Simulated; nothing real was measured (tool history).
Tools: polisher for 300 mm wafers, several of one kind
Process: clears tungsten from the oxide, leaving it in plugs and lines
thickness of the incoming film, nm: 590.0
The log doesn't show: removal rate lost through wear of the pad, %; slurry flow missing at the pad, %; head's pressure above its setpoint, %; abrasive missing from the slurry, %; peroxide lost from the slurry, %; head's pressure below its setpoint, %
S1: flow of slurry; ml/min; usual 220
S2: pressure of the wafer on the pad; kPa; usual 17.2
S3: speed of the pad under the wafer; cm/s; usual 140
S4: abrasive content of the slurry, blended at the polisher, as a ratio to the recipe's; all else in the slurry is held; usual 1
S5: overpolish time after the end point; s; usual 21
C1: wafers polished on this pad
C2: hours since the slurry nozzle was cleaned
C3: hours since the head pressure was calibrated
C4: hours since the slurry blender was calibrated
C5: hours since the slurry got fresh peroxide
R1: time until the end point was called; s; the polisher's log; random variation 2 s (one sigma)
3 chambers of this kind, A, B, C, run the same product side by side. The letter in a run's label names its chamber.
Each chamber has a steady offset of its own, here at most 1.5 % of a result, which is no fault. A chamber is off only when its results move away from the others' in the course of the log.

Run 1B, hour 6.8: usual settings; C1 268; C2 85; C3 815; C4 101.7; C5 43. Result: R1 122.44 s.
Run 2C, hour 12.8: usual settings; C1 509; C2 434.4; C3 883.7; C4 220.8; C5 23.7. Result: R1 117.92 s.
Run 3A, hour 21: usual settings; C1 167; C2 190.7; C3 376.8; C4 305.8; C5 115. Result: R1 122.05 s.
Run 4B, hour 26: usual settings; C1 346; C2 104.2; C3 834.2; C4 120.9; C5 62.2. Result: R1 119.71 s.
Run 5A, hour 32.6: usual settings; C1 214; C2 202.3; C3 388.4; C4 317.4; C5 126.6. Result: R1 122.4 s.
At hour 33: chamber C: slurry blender recalibrated.
Run 6C, hour 39.2: usual settings; C1 616; C2 460.8; C3 910.1; C4 6.3; C5 50.1. Result: R1 117.48 s.
Run 7C, hour 47.1: usual settings; C1 648; C2 468.7; C3 918; C4 14.2; C5 58. Result: R1 119.73 s.
At hour 47.9: chamber A: slurry blender recalibrated.
At hour 47.9: chamber B: slurry tank refilled with fresh slurry and peroxide.
Run 8A, hour 55.5: usual settings; C1 307; C2 225.2; C3 411.3; C4 7.7; C5 149.5. Result: R1 120.36 s.
Run 9B, hour 61.4: usual settings; C1 489; C2 139.6; C3 869.6; C4 156.3; C5 13.6. Result: R1 120.88 s.
Run 10C, hour 66.9: usual settings; C1 728; C2 488.5; C3 937.8; C4 34; C5 77.8. Result: R1 118.18 s.
Run 11B, hour 76.1: usual settings; C1 549; C2 154.3; C3 884.3; C4 171; C5 28.3. Result: R1 123.42 s.
At hour 78.9: chamber C: slurry tank refilled with fresh slurry and peroxide.
Run 12A, hour 84.2: usual settings; C1 423; C2 253.9; C3 440; C4 36.4; C5 178.2. Result: R1 121.99 s.
Run 13C, hour 93: usual settings; C1 834; C2 514.6; C3 963.9; C4 60.1; C5 14.1. Result: R1 119.56 s.
At hour 99.5: chamber A: slurry tank refilled with fresh slurry and peroxide.
Run 14A, hour 102: usual settings; C1 495; C2 271.7; C3 457.8; C4 54.2; C5 2.6. Result: R1 125.77 s.
At hour 106.9: chamber A: slurry nozzle cleaned.
Run 15B, hour 111.1: usual settings; C1 691; C2 189.3; C3 919.3; C4 206; C5 63.3. Result: R1 121.54 s.
Run 16A, hour 121.1: usual settings; C1 573; C2 14.2; C3 476.9; C4 73.3; C5 21.7. Result: R1 118.53 s.
Run 17B, hour 126: usual settings; C1 751; C2 204.2; C3 934.2; C4 220.9; C5 78.2. Result: R1 123.88 s.
Run 18C, hour 134.6: usual settings; C1 1003; C2 556.2; C3 1005.5; C4 101.7; C5 55.7. Result: R1 122.99 s.
At hour 134.9: chamber B: slurry tank refilled with fresh slurry and peroxide.
Run 19C, hour 143.9: usual settings; C1 1041; C2 565.5; C3 1014.8; C4 111; C5 65. Result: R1 121.78 s.
At hour 153.6: chamber B: slurry blender recalibrated.
Run 20B, hour 154: usual settings but S1 250 ml/min, S4 0.75; C1 865; C2 232.2; C3 962.2; C4 0.4; C5 19.2. Result: R1 128.99 s.
At hour 159: chamber C: head pressure recalibrated.
Run 21A, hour 162.3: usual settings but S1 250 ml/min, S4 0.75; C1 740; C2 55.4; C3 518.1; C4 114.5; C5 62.9. Result: R1 124.01 s.
Run 22A, hour 167.2: usual settings but S1 250 ml/min, S4 0.75; C1 760; C2 60.3; C3 523; C4 119.4; C5 67.8. Result: R1 127.27 s.
Run 23C, hour 171.5: usual settings; C1 1152; C2 593.1; C3 12.5; C4 138.6; C5 92.6. Result: R1 115.81 s.

Is one chamber off against the others, does the gauge drift, or is nothing wrong? If a chamber is off, say which, and what the likeliest cause is.

No chamber stands off beyond its own small offset, and the gauge holds steady.
